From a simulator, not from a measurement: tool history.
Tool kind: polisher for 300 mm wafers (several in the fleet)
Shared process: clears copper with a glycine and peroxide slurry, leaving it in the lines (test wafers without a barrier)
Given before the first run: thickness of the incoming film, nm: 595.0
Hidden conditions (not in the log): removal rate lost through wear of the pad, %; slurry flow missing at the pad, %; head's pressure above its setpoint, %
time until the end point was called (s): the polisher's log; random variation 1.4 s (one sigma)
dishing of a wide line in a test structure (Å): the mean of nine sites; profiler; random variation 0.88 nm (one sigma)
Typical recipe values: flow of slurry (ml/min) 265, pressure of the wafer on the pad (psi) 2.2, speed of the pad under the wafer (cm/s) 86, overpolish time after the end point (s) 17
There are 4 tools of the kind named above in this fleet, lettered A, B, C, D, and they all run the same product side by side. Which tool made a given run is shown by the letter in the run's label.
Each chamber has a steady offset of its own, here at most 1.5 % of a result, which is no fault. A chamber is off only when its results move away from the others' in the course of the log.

run	hour	flow of slurry (ml/min)	pressure of the wafer on the pad (psi)	speed of the pad under the wafer (cm/s)	overpolish time after the end point (s)	wafers polished on this pad	hours since the slurry nozzle was cleaned	hours since the head pressure was calibrated	time until the end point was called (s)	dishing of a wide line in a test structure (Å)
# hour 2.3: chamber A: worn pad replaced by a new one
1C	3.9	265	2.2	86	17	296	627.9	1263.2	159.93	417.1
# hour 4: chamber C: head pressure recalibrated
# hour 4.1: chamber B: worn pad replaced by a new one
2A	10.9	265	2.2	86	17	45	75.5	783.9	155.82	425.77
3B	15.9	265	2.2	86	17	61	132	712.3	157.09	457.54
4D	21.1	265	2.2	86	17	236	248	598.8	157.06	443.06
5A	28.1	265	2.2	86	17	134	92.7	801.1	153.9	445.74
6D	31.8	265	2.2	86	17	292	258.7	609.5	155.28	446.22
7C	35.5	265	2.2	86	17	461	659.5	31.6	160.83	414.33
8B	39.7	190	2.2	86	8	185	155.8	736.1	165.74	210.7
9B	47.2	190	2.2	86	8	224	163.3	743.6	165.92	208.32
10C	54.2	190	2.2	86	8	558	678.2	50.3	165.43	210.73
11D	59.3	190	2.2	86	8	435	286.2	637	159.8	222.84
12A	65.6	265	2.2	114	17	329	130.2	838.6	123.79	521.86
13C	69.6	265	2.2	114	17	639	693.6	65.7	130.03	491.18
14B	75.7	265	2.2	114	17	372	191.8	772.1	126.27	521.59
15A	81.3	265	2.2	114	17	411	145.9	854.3	124.86	526.48
16D	88.6	265	2.2	86	17	588	315.5	666.3	155.7	462.95
17A	94.5	265	2.2	86	17	480	159.1	867.5	158	435.1
18B	101.1	265	2.2	86	17	505	217.2	797.5	157.06	440.91
# hour 103.6: chamber A: worn pad replaced by a new one
19C	105.8	265	2.2	86	17	827	729.8	101.9	158.73	430.49
20D	111.8	265	2.2	86	17	708	338.7	689.5	154.9	421.77
21B	119.5	265	2.2	86	17	600	235.6	815.9	156.48	456.41
22D	126.7	265	2.2	86	17	786	353.6	704.4	159.23	429.97
# hour 132.8: chamber C: worn pad replaced by a new one
23C	132.9	265	2.2	86	17	0	756.9	129	157.01	414.51
# hour 136.7: chamber D: worn pad replaced by a new one
24A	137.1	265	2.2	86	17	174	201.7	910.1	156.84	446.13
# hour 139.4: chamber C: slurry nozzle cleaned
25B	144.2	265	2.2	86	17	729	260.3	840.6	158.83	427.24
26C	149.8	265	2.2	86	17	88	10.4	145.9	157.23	444.72
27D	157.2	265	2.2	86	17	106	384.1	734.9	157.19	439.01
28A	161.9	265	2.2	86	17	303	226.5	934.9	159.39	451.35
29A	167.8	265	2.2	86	17	334	232.4	940.8	157.37	433.84

For the next run the whole fleet of 4 chambers uses the same settings. Give each chamber's results:
30A	173.5	265	2.2	86	17				?	?
30B	173.5	265	2.2	86	17				?	?
30C	173.5	265	2.2	86	17				?	?
30D	173.5	265	2.2	86	17				?	?

run	time until the end point was called (s)	dishing of a wide line in a test structure (Å)
30A	158.43	450.07
30B	159.93	436.35
30C	156.73	430.23
30D	158.75	447.51
